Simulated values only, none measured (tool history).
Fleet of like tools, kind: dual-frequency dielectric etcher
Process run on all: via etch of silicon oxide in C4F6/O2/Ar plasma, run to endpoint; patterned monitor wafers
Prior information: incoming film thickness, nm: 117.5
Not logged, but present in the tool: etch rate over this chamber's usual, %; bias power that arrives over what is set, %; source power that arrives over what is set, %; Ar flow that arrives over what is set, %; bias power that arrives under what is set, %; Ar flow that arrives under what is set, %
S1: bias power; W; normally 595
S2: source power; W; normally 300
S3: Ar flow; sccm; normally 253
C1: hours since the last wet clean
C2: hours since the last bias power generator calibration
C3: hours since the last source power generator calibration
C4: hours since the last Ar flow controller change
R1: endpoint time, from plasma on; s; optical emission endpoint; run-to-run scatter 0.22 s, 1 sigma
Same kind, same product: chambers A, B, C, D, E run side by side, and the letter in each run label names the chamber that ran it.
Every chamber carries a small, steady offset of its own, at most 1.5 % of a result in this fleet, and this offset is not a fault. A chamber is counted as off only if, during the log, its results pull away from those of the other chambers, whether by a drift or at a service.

run   hour   S1   S2   S3     C1      C2      C3      C4      R1
 1C    8.6  595  300  253  132.0   703.1  2372.3   573.8  26.211
 2A   15.2  595  300  253  451.8  3024.5  2713.7   880.2  26.461
 3B   23.9  595  300  253  273.5  1090.9  3368.3   679.6  25.774
 4D   37.8  595  300  253  147.4   452.3   897.9  2181.2  26.746
 5E   49.2  595  300  253  482.2  2100.2   409.8  3190.7  26.595
      53.6  -- chamber A: wet clean of the chamber
 6A   55.7  595  300  253    2.1  3065.0  2754.2   920.7  26.454
 7E   63.3  595  230  301  496.3  2114.3   423.9  3204.8  29.603
 8C   75.3  595  230  301  198.7   769.8  2439.0   640.5  30.243
      80.7  -- chamber E: wet clean of the chamber
 9B   84.7  595  230  301  334.3  1151.7  3429.1   740.4  29.382
10D   98.7  595  230  301  208.3   513.2   958.8  2242.1  29.771
11C  111.4  595  230  301  234.8   805.9  2475.1   676.6  30.142
     115.8  -- chamber B: wet clean of the chamber
12B  122.3  595  300  253    6.5  1189.3  3466.7   778.0  26.210
13A  130.6  699  300  194   77.0  3139.9  2829.1   995.6  24.417
14D  138.7  699  300  194  248.3   553.2   998.8  2282.1  24.650
15E  147.3  699  300  194   66.6  2198.3   507.9  3288.8  23.676
16E  161.0  699  300  194   80.3  2212.0   521.6  3302.5  23.597
17B  170.5  699  300  194   54.7  1237.5  3514.9   826.2  24.088
18C  178.3  595  300  253  301.7   872.8  2542.0   743.5  26.609
19D  186.2  595  300  253  295.8   600.7  1046.3  2329.6  26.686
20A  195.4  595  300  253  141.8  3204.7  2893.9  1060.4  26.709
     200.0  -- chamber E: bias power generator calibrated
21C  206.4  595  300  253  329.8   900.9  2570.1   771.6  26.603
22B  216.2  595  300  253  100.4  1283.2  3560.6   871.9  26.931
23D  227.7  595  300  253  337.3   642.2  1087.8  2371.1  26.795
24E  234.3  595  300  253  153.6    34.3   594.9  3375.8  26.592
25A  248.7  531  300  253  195.1  3258.0  2947.2  1113.7  27.721
26A  261.1  531  300  253  207.5  3270.4  2959.6  1126.1  27.965
27E  270.0  531  300  253  189.3    70.0   630.6  3411.5  27.800
28B  279.3  531  300  253  163.5  1346.3  3623.7   935.0  27.341
29D  286.6  531  300  253  396.2   701.1  1146.7  2430.0  28.274
30C  296.4  595  300  253  419.8   990.9  2660.1   861.6  26.404

All 5 chambers run these settings next. Forecast each chamber's results:
31A  307.0  595  300  253                   ?
31B  307.0  595  300  253                   ?
31C  307.0  595  300  253                   ?
31D  307.0  595  300  253                   ?
31E  307.0  595  300  253                   ?

run      R1
31A  26.319
31B  26.586
31C  26.677
31D  26.853
31E  26.362
